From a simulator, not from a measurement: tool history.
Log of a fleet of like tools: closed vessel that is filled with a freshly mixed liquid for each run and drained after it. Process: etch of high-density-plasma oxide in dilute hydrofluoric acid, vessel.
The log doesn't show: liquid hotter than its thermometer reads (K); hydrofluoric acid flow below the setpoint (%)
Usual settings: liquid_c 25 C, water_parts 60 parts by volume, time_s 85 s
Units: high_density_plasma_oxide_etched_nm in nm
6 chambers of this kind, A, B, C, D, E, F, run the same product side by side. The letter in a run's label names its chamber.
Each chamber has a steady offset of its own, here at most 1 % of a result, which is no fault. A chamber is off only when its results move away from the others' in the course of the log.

run   hour  liquid_c  water_parts  time_s  hours since the thermometer was replaced  hours since the hydrofluoric acid flow meter was replaced  read-back film thickness of the high-density-plasma oxide reference wafer, read on the same gauge (nm)  high_density_plasma_oxide_etched_nm
 1B    6.7        25           60      85                                    1391.2                                                     1998.5                                                                                                  129.99                               8.9278
 2C   13.0        25           60      85                                     665.2                                                      497.0                                                                                                  129.98                               9.0680
 3F   17.5        25           60      85                                     989.8                                                     1289.5                                                                                                  130.00                               9.0595
 4E   21.2        25           60      85                                     288.0                                                      263.3                                                                                                  129.99                               8.8635
 5A   27.1        25           50     105                                    1539.4                                                     1644.5                                                                                                  129.98                              13.5970
 6D   34.5        25           50     105                                     193.2                                                      403.7                                                                                                  130.00                              13.4580
 7A   38.3        25           50     105                                    1550.6                                                     1655.7                                                                                                  130.01                              13.3900
 8F   44.0        25           50     105                                    1016.3                                                     1316.0                                                                                                  130.02                              13.6760
 9D   49.8        25           50     105                                     208.5                                                      419.0                                                                                                  129.99                              13.3720
10C   56.9        25           50     105                                     709.1                                                      540.9                                                                                                  129.97                              13.4910
11B   63.1        25           60      85                                    1447.6                                                     2054.9                                                                                                  130.00                               8.9701
12E   70.3        25           60      85                                     337.1                                                      312.4                                                                                                  130.00                               8.9763
13A   75.8        25           60      85                                    1588.1                                                     1693.2                                                                                                  129.99                               9.0610
14F   79.8        25           60      85                                    1052.1                                                     1351.8                                                                                                  129.98                               9.0156
15C   87.7        25           60      85                                     739.9                                                      571.7                                                                                                  130.00                               9.1105
16D   91.3        25           60     110                                     250.0                                                      460.5                                                                                                  130.02                              11.5860
17B   95.6        25           60     110                                    1480.1                                                     2087.4                                                                                                  129.99                              11.5200
18E  100.7        25           60     110                                     367.5                                                      342.8                                                                                                  130.02                              11.9680
19A  105.9        25           60     110                                    1618.2                                                     1723.3                                                                                                  130.00                              11.8010
20E  111.3        25           60     110                                     378.1                                                      353.4                                                                                                  129.98                              11.7920
21C  118.8        25           60     110                                     771.0                                                      602.8                                                                                                  130.00                              11.7270
22D  126.6        25           60      85                                     285.3                                                      495.8                                                                                                  130.01                               9.0921
23B  131.0        25           60      85                                    1515.5                                                     2122.8                                                                                                  130.00                               8.7548
24F  135.8        25           60      85                                    1108.1                                                     1407.8                                                                                                  130.01                               9.1389
25C  143.7        25           60      85                                     795.9                                                      627.7                                                                                                  129.98                               9.1407
26A  148.4        25           60      85                                    1660.7                                                     1765.8                                                                                                  129.99                               9.0510
27B  155.2        25           60      85                                    1539.7                                                     2147.0                                                                                                  130.00                               8.8503
28E  158.9        25           60      85                                     425.7                                                      401.0                                                                                                  130.00                               9.3009
29D  165.5        25           60      85                                     324.2                                                      534.7                                                                                                  130.00                               8.9060
30F  173.1        25           60      85                                    1145.4                                                     1445.1                                                                                                  129.98                               9.1243
31F  176.6        25           60      55                                    1148.9                                                     1448.6                                                                                                  129.98                               5.8423
32D  180.7        25           60      55                                     339.4                                                      549.9                                                                                                  129.98                               5.8115
33C  188.1        25           60      55                                     840.3                                                      672.1                                                                                                  129.98                               5.8497
34B  195.0        25           60      55                                    1579.5                                                     2186.8                                                                                                  130.03                               5.8402
35E  199.1        25           60      55                                     465.9                                                      441.2                                                                                                  130.00                               6.1750
36A  207.1        25           60      55                                    1719.4                                                     1824.5                                                                                                  129.99                               5.9168
37E  213.2        25           60      85                                     480.0                                                      455.3                                                                                                  129.99                               9.4812
38F  219.7        25           60      85                                    1192.0                                                     1491.7                                                                                                  130.01                               8.9412

Next, every chamber runs the same settings. What will each give?
39A  225.4        28           60      85                                                                                                                                                                                                                                                 ?
39B  225.4        28           60      85                                                                                                                                                                                                                                                 ?
39C  225.4        28           60      85                                                                                                                                                                                                                                                 ?
39D  225.4        28           60      85                                                                                                                                                                                                                                                 ?
39E  225.4        28           60      85                                                                                                                                                                                                                                                 ?
39F  225.4        28           60      85                                                                                                                                                                                                                                                 ?

run  high_density_plasma_oxide_etched_nm
39A                              10.1680
39B                              10.1160
39C                              10.2220
39D                              10.1930
39E                              10.8950
39F                              10.1590
